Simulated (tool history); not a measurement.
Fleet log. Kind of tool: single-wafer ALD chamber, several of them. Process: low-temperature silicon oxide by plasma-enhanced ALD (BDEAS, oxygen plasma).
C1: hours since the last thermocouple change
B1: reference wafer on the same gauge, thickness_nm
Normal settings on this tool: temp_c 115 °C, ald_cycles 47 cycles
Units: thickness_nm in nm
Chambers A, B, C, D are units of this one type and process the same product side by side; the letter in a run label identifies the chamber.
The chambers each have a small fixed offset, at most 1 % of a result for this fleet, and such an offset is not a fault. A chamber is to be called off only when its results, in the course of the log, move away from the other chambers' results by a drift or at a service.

Run 1D, day 0.267: usual settings; C1 1149.8; B1 6.018. Result: thickness_nm 6.5857 nm.
Run 2C, day 0.746: usual settings; C1 1222.3; B1 6.0164. Result: thickness_nm 6.5457 nm.
Run 3A, day 1.042: usual settings; C1 1098; B1 6.0191. Result: thickness_nm 6.5511 nm.
Run 4B, day 1.429: usual settings; C1 2260.1; B1 6.0228. Result: thickness_nm 6.5663 nm.
Run 5A, day 1.817: usual settings but temp_c 126 °C, ald_cycles 51 cycles; C1 1116.6; B1 6.0206. Result: thickness_nm 6.9341 nm.
Run 6C, day 2.096: usual settings but temp_c 126 °C, ald_cycles 51 cycles; C1 1254.7; B1 6.0257. Result: thickness_nm 6.9601 nm.
Run 7D, day 2.508: usual settings but temp_c 126 °C, ald_cycles 51 cycles; C1 1203.6; B1 6.0172. Result: thickness_nm 7.0057 nm.
Run 8B, day 2.925: usual settings but temp_c 126 °C, ald_cycles 51 cycles; C1 2296; B1 6.0201. Result: thickness_nm 6.97 nm.
At day 3.171: chamber C: thermocouple changed; heater temperature recalibrated.
Run 9C, day 3.383: usual settings; C1 5.2; B1 6.0213. Result: thickness_nm 6.5604 nm.
Run 10B, day 3.988: usual settings; C1 2321.5; B1 6.0216. Result: thickness_nm 6.5263 nm.
Run 11D, day 4.304: usual settings; C1 1246.7; B1 6.0208. Result: thickness_nm 6.5592 nm.
Run 12A, day 4.783: usual settings; C1 1187.8; B1 6.0203. Result: thickness_nm 6.5526 nm.
Run 13C, day 5.338: usual settings; C1 52.1; B1 6.0206. Result: thickness_nm 6.4858 nm.
Run 14A, day 5.892: usual settings; C1 1214.4; B1 6.0197. Result: thickness_nm 6.5532 nm.
Run 15B, day 6.225: usual settings; C1 2375.2; B1 6.0195. Result: thickness_nm 6.5293 nm.
Run 16D, day 6.75: usual settings but temp_c 125 °C, ald_cycles 50 cycles; C1 1305.4; B1 6.0228. Result: thickness_nm 6.867 nm.
Run 17D, day 7.283: usual settings but temp_c 125 °C, ald_cycles 50 cycles; C1 1318.2; B1 6.0204. Result: thickness_nm 6.8599 nm.
Run 18A, day 7.8: usual settings but temp_c 125 °C, ald_cycles 50 cycles; C1 1260.2; B1 6.0211. Result: thickness_nm 6.848 nm.
Run 19C, day 8.238: usual settings but temp_c 125 °C, ald_cycles 50 cycles; C1 121.7; B1 6.0233. Result: thickness_nm 6.817 nm.
Run 20B, day 8.833: usual settings; C1 2437.8; B1 6.0206. Result: thickness_nm 6.5482 nm.
Run 21B, day 9.383: usual settings; C1 2451; B1 6.022. Result: thickness_nm 6.5218 nm.
Run 22A, day 9.783: usual settings but temp_c 101 °C, ald_cycles 44 cycles; C1 1307.8; B1 6.021. Result: thickness_nm 6.309 nm.
Run 23C, day 10.246: usual settings but temp_c 101 °C, ald_cycles 44 cycles; C1 169.9; B1 6.0203. Result: thickness_nm 6.3009 nm.
Run 24D, day 10.567: usual settings but temp_c 101 °C, ald_cycles 44 cycles; C1 1397; B1 6.0159. Result: thickness_nm 6.3065 nm.

Does one chamber stand apart from the rest, does the shared gauge drift, or is all well apart from small per-chamber offsets? Give the chamber and the most likely cause, where there is one.

No chamber is off and the gauge is stable; the differences are just each chamber's small, constant offset.
